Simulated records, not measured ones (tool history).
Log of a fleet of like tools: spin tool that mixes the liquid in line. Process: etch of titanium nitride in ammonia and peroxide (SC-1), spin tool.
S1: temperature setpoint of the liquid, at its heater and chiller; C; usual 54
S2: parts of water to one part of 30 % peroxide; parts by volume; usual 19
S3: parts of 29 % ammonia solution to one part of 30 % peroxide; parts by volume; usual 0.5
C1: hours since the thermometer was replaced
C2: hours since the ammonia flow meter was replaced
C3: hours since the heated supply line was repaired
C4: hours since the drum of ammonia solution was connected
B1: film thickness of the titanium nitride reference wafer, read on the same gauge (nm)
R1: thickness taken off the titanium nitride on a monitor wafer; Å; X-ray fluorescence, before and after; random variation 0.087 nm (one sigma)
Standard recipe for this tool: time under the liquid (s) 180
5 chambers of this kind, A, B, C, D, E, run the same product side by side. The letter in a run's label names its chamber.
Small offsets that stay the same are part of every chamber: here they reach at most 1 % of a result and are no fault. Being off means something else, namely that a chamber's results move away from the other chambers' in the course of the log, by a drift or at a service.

run 1E hour=5 | S1=54 S2=19 S3=0.5 time_under_the_liquid_(s)=180 | C1=546.4 C2=346.1 C3=1208.6 C4=441.7 | B1=90.014 | R1=102.71
run 2A hour=11 | S1=54 S2=19 S3=0.5 time_under_the_liquid_(s)=180 | C1=971.2 C2=183.8 C3=1116.4 C4=310.8 | B1=89.99 | R1=102.72
run 3B hour=15.5 | S1=54 S2=19 S3=0.5 time_under_the_liquid_(s)=180 | C1=153.8 C2=1512.5 C3=324.8 C4=200.5 | B1=90.01 | R1=101.61
run 4D hour=23 | S1=54 S2=19 S3=0.5 time_under_the_liquid_(s)=180 | C1=442.3 C2=573.6 C3=1424.9 C4=386.9 | B1=90.005 | R1=103.21
run 5C hour=28.3 | S1=54 S2=19 S3=0.5 time_under_the_liquid_(s)=180 | C1=634.3 C2=856.2 C3=1593.5 C4=808.2 | B1=89.978 | R1=103.19
run 6E hour=32.8 | S1=54 S2=19 S3=0.5 time_under_the_liquid_(s)=180 | C1=574.2 C2=373.9 C3=1236.4 C4=469.5 | B1=89.99 | R1=102.62
run 7A hour=37.5 | S1=54 S2=19 S3=0.5 time_under_the_liquid_(s)=180 | C1=997.7 C2=210.3 C3=1142.9 C4=337.3 | B1=90 | R1=101.39
run 8D hour=41.3 | S1=54 S2=26.5 S3=0.5 time_under_the_liquid_(s)=245 | C1=460.6 C2=591.9 C3=1443.2 C4=405.2 | B1=90.003 | R1=114.99
-- hour=43.2 chamber B: ammonia flow meter replaced
run 9C hour=47.2 | S1=54 S2=26.5 S3=0.5 time_under_the_liquid_(s)=245 | C1=653.2 C2=875.1 C3=1612.4 C4=827.1 | B1=90.018 | R1=115.65
run 10B hour=54.3 | S1=54 S2=26.5 S3=0.5 time_under_the_liquid_(s)=245 | C1=192.6 C2=11.1 C3=363.6 C4=239.3 | B1=90.012 | R1=115.18
run 11B hour=59.1 | S1=54 S2=26.5 S3=0.5 time_under_the_liquid_(s)=245 | C1=197.4 C2=15.9 C3=368.4 C4=244.1 | B1=89.999 | R1=114.2
run 12A hour=64.7 | S1=54 S2=26.5 S3=0.5 time_under_the_liquid_(s)=245 | C1=1024.9 C2=237.5 C3=1170.1 C4=364.5 | B1=90.001 | R1=112.47
-- hour=68.4 chamber C: new drum of ammonia solution connected
run 13E hour=68.7 | S1=54 S2=19 S3=0.5 time_under_the_liquid_(s)=180 | C1=610.1 C2=409.8 C3=1272.3 C4=505.4 | B1=89.986 | R1=103.23
run 14C hour=75.3 | S1=54 S2=19 S3=0.5 time_under_the_liquid_(s)=135 | C1=681.3 C2=903.2 C3=1640.5 C4=6.9 | B1=90.006 | R1=77.184
-- hour=78.3 chamber D: heated supply line repaired
run 15D hour=82 | S1=54 S2=19 S3=0.5 time_under_the_liquid_(s)=135 | C1=501.3 C2=632.6 C3=3.7 C4=445.9 | B1=90.028 | R1=77.944
run 16C hour=86.4 | S1=54 S2=19 S3=0.5 time_under_the_liquid_(s)=135 | C1=692.4 C2=914.3 C3=1651.6 C4=18 | B1=89.984 | R1=77.004
run 17A hour=92.6 | S1=54 S2=19 S3=0.5 time_under_the_liquid_(s)=135 | C1=1052.8 C2=265.4 C3=1198 C4=392.4 | B1=90.016 | R1=75.341
run 18E hour=98.8 | S1=54 S2=19 S3=0.5 time_under_the_liquid_(s)=135 | C1=640.2 C2=439.9 C3=1302.4 C4=535.5 | B1=89.988 | R1=77.471
run 19B hour=103.3 | S1=61.5 S2=19 S3=0.35 time_under_the_liquid_(s)=180 | C1=241.6 C2=60.1 C3=412.6 C4=288.3 | B1=90.014 | R1=156.67
run 20D hour=107.7 | S1=61.5 S2=19 S3=0.35 time_under_the_liquid_(s)=180 | C1=527 C2=658.3 C3=29.4 C4=471.6 | B1=89.974 | R1=156.08
run 21D hour=113.7 | S1=61.5 S2=19 S3=0.35 time_under_the_liquid_(s)=180 | C1=533 C2=664.3 C3=35.4 C4=477.6 | B1=89.987 | R1=158.02
run 22E hour=118.6 | S1=61.5 S2=19 S3=0.35 time_under_the_liquid_(s)=180 | C1=660 C2=459.7 C3=1322.2 C4=555.3 | B1=90.011 | R1=159.71
run 23C hour=123.2 | S1=61.5 S2=19 S3=0.35 time_under_the_liquid_(s)=180 | C1=729.2 C2=951.1 C3=1688.4 C4=54.8 | B1=89.99 | R1=161.96
-- hour=127.9 chamber E: thermometer replaced
run 24A hour=130.8 | S1=54 S2=19 S3=0.5 time_under_the_liquid_(s)=180 | C1=1091 C2=303.6 C3=1236.2 C4=430.6 | B1=90.004 | R1=100.79
run 25B hour=135 | S1=54 S2=19 S3=0.5 time_under_the_liquid_(s)=180 | C1=273.3 C2=91.8 C3=444.3 C4=320 | B1=90 | R1=101.22
run 26B hour=139.6 | S1=54 S2=19 S3=0.5 time_under_the_liquid_(s)=180 | C1=277.9 C2=96.4 C3=448.9 C4=324.6 | B1=90.013 | R1=101.2
run 27D hour=143.9 | S1=54 S2=19 S3=0.5 time_under_the_liquid_(s)=180 | C1=563.2 C2=694.5 C3=65.6 C4=507.8 | B1=89.981 | R1=101.42
run 28E hour=147.4 | S1=54 S2=19 S3=0.5 time_under_the_liquid_(s)=180 | C1=19.5 C2=488.5 C3=1351 C4=584.1 | B1=89.99 | R1=101.94
run 29A hour=155.1 | S1=54 S2=19 S3=0.5 time_under_the_liquid_(s)=180 | C1=1115.3 C2=327.9 C3=1260.5 C4=454.9 | B1=90.006 | R1=100.89
run 30C hour=162.8 | S1=54 S2=19 S3=0.5 time_under_the_liquid_(s)=180 | C1=768.8 C2=990.7 C3=1728 C4=94.4 | B1=89.994 | R1=110.52
run 31D hour=169.4 | S1=54 S2=19 S3=0.5 time_under_the_liquid_(s)=180 | C1=588.7 C2=720 C3=91.1 C4=533.3 | B1=89.992 | R1=103.76
run 32C hour=174 | S1=54 S2=19 S3=0.5 time_under_the_liquid_(s)=180 | C1=780 C2=1001.9 C3=1739.2 C4=105.6 | B1=89.991 | R1=110.5
run 33A hour=179.1 | S1=60.5 S2=19 S3=0.5 time_under_the_liquid_(s)=235 | C1=1139.3 C2=351.9 C3=1284.5 C4=478.9 | B1=89.989 | R1=202.1
run 34E hour=184.4 | S1=60.5 S2=19 S3=0.5 time_under_the_liquid_(s)=235 | C1=56.5 C2=525.5 C3=1388 C4=621.1 | B1=89.981 | R1=206.9
run 35B hour=188.3 | S1=60.5 S2=19 S3=0.5 time_under_the_liquid_(s)=235 | C1=326.6 C2=145.1 C3=497.6 C4=373.3 | B1=90.019 | R1=202.5
run 36D hour=196 | S1=60.5 S2=19 S3=0.5 time_under_the_liquid_(s)=235 | C1=615.3 C2=746.6 C3=117.7 C4=559.9 | B1=89.989 | R1=203.29
-- hour=197.3 chamber A: thermometer replaced
run 37B hour=202.7 | S1=60.5 S2=19 S3=0.5 time_under_the_liquid_(s)=235 | C1=341 C2=159.5 C3=512 C4=387.7 | B1=90.008 | R1=204.49
run 38A hour=209 | S1=54 S2=19 S3=0.5 time_under_the_liquid_(s)=180 | C1=11.8 C2=381.8 C3=1314.4 C4=508.8 | B1=89.992 | R1=102.12

The same settings go to every chamber for the next run, one line per chamber below. Forecast the results for each:
run 39A hour=214.6 | S1=54 S2=19 S3=0.5 time_under_the_liquid_(s)=180 | R1=?
run 39B hour=214.6 | S1=54 S2=19 S3=0.5 time_under_the_liquid_(s)=180 | R1=?
run 39C hour=214.6 | S1=54 S2=19 S3=0.5 time_under_the_liquid_(s)=180 | R1=?
run 39D hour=214.6 | S1=54 S2=19 S3=0.5 time_under_the_liquid_(s)=180 | R1=?
run 39E hour=214.6 | S1=54 S2=19 S3=0.5 time_under_the_liquid_(s)=180 | R1=?

run=39A R1=102.19
run=39B R1=102.29
run=39C R1=115.8
run=39D R1=102.7
run=39E R1=103.52
